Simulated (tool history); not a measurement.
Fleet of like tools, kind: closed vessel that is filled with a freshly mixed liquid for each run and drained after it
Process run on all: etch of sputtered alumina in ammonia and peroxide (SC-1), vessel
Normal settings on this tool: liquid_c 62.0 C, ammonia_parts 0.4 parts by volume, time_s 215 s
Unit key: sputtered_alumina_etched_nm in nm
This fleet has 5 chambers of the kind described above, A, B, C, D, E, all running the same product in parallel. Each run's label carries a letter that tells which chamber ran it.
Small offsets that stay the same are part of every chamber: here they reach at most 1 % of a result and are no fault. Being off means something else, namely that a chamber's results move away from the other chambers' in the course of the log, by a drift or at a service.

run,day,liquid_c,ammonia_parts,time_s,hours since the thermometer was replaced,hours since the ammonia flow meter was replaced,hours since the drum of ammonia solution was connected,"read-back film thickness of the sputtered alumina reference wafer, read on the same gauge (nm)",sputtered_alumina_etched_nm
1A,0.325,62.0,0.4,215,1933.2,106.4,131.4,70.001,25.019
2E,0.538,62.0,0.4,215,451.0,1451.5,323.7,69.987,25.023
3B,0.708,62.0,0.4,215,531.9,738.6,267.2,70.011,25.566
4C,1.058,62.0,0.4,215,1249.4,357.7,293.5,70.001,25.428
5D,1.258,62.0,0.4,215,628.7,899.4,353.0,70.030,25.395
6D,1.488,62.0,0.4,215,634.2,904.9,358.5,70.012,25.354
7A,1.688,62.0,0.4,215,1965.9,139.1,164.1,70.036,25.111
8C,1.942,62.0,0.4,215,1270.6,378.9,314.7,70.002,25.259
9E,2.208,62.0,0.4,215,491.1,1491.6,363.8,70.001,25.404
10B,2.438,62.0,0.4,215,573.4,780.1,308.7,70.005,25.284
11A,2.654,62.0,0.4,215,1989.1,162.3,187.3,69.932,25.477
12C,2.988,62.0,0.4,215,1295.7,404.0,339.8,70.053,25.139
13E,3.158,62.0,0.4,215,513.9,1514.4,386.6,70.002,25.383
14D,3.467,62.0,0.4,215,681.7,952.4,406.0,70.021,24.920
15B,3.746,62.0,0.4,215,604.8,811.5,340.1,69.992,25.527
16D,4.096,62.0,0.4,215,696.8,967.5,421.1,70.020,25.289
# day 4.129: chamber D: new drum of ammonia solution connected
17B,4.350,62.0,0.4,215,619.3,826.0,354.6,70.021,25.970
18A,4.662,62.0,0.4,215,2037.3,210.5,235.5,70.021,25.385
19C,4.921,62.0,0.4,215,1342.1,450.4,386.2,70.030,25.313
# day 5.196: chamber E: new drum of ammonia solution connected
20E,5.229,62.0,0.4,215,563.6,1564.1,0.9,70.011,25.199
21D,5.542,62.0,0.4,215,731.5,1002.2,34.0,70.018,25.662
22E,5.833,62.0,0.4,215,578.1,1578.6,15.4,69.951,25.815
23A,6.046,62.0,0.4,215,2070.5,243.7,268.7,69.995,25.255
24B,6.288,57.5,0.4,215,665.8,872.5,401.1,70.005,20.346
25C,6.550,57.5,0.4,215,1381.2,489.5,425.3,69.972,20.038
26B,6.825,57.5,0.4,215,678.7,885.4,414.0,69.980,20.172
27A,7.175,57.5,0.4,215,2097.6,270.8,295.8,69.985,20.056
# day 7.254: chamber D: ammonia flow meter replaced
28D,7.433,57.5,0.4,215,776.9,4.4,79.4,69.998,19.952
29E,7.762,62.0,0.4,215,624.4,1624.9,61.7,69.974,25.211
# day 7.883: chamber C: new drum of ammonia solution connected
30C,8.067,62.0,0.4,215,1417.6,525.9,4.4,70.054,24.959
# day 8.171: chamber A: thermometer replaced
31C,8.371,62.0,0.4,215,1424.9,533.2,11.7,70.020,25.084
32D,8.621,62.0,0.4,215,805.4,32.9,107.9,70.000,25.210
33A,8.929,62.0,0.4,215,18.3,312.9,337.9,69.971,25.105
34B,9.262,62.0,0.4,215,737.2,943.9,472.5,70.043,25.555
35E,9.592,62.0,0.4,215,668.3,1668.8,105.6,69.967,25.377
36C,9.917,62.0,0.4,215,1462.0,570.3,48.8,70.059,25.219

Which is it: a chamber that has drifted or been left off by a service, a gauge drift common to all chambers, or only each chamber's usual small offset? If a chamber is off, name it and its likeliest cause.

No chamber is off and the gauge is stable; the differences are just each chamber's small, constant offset.
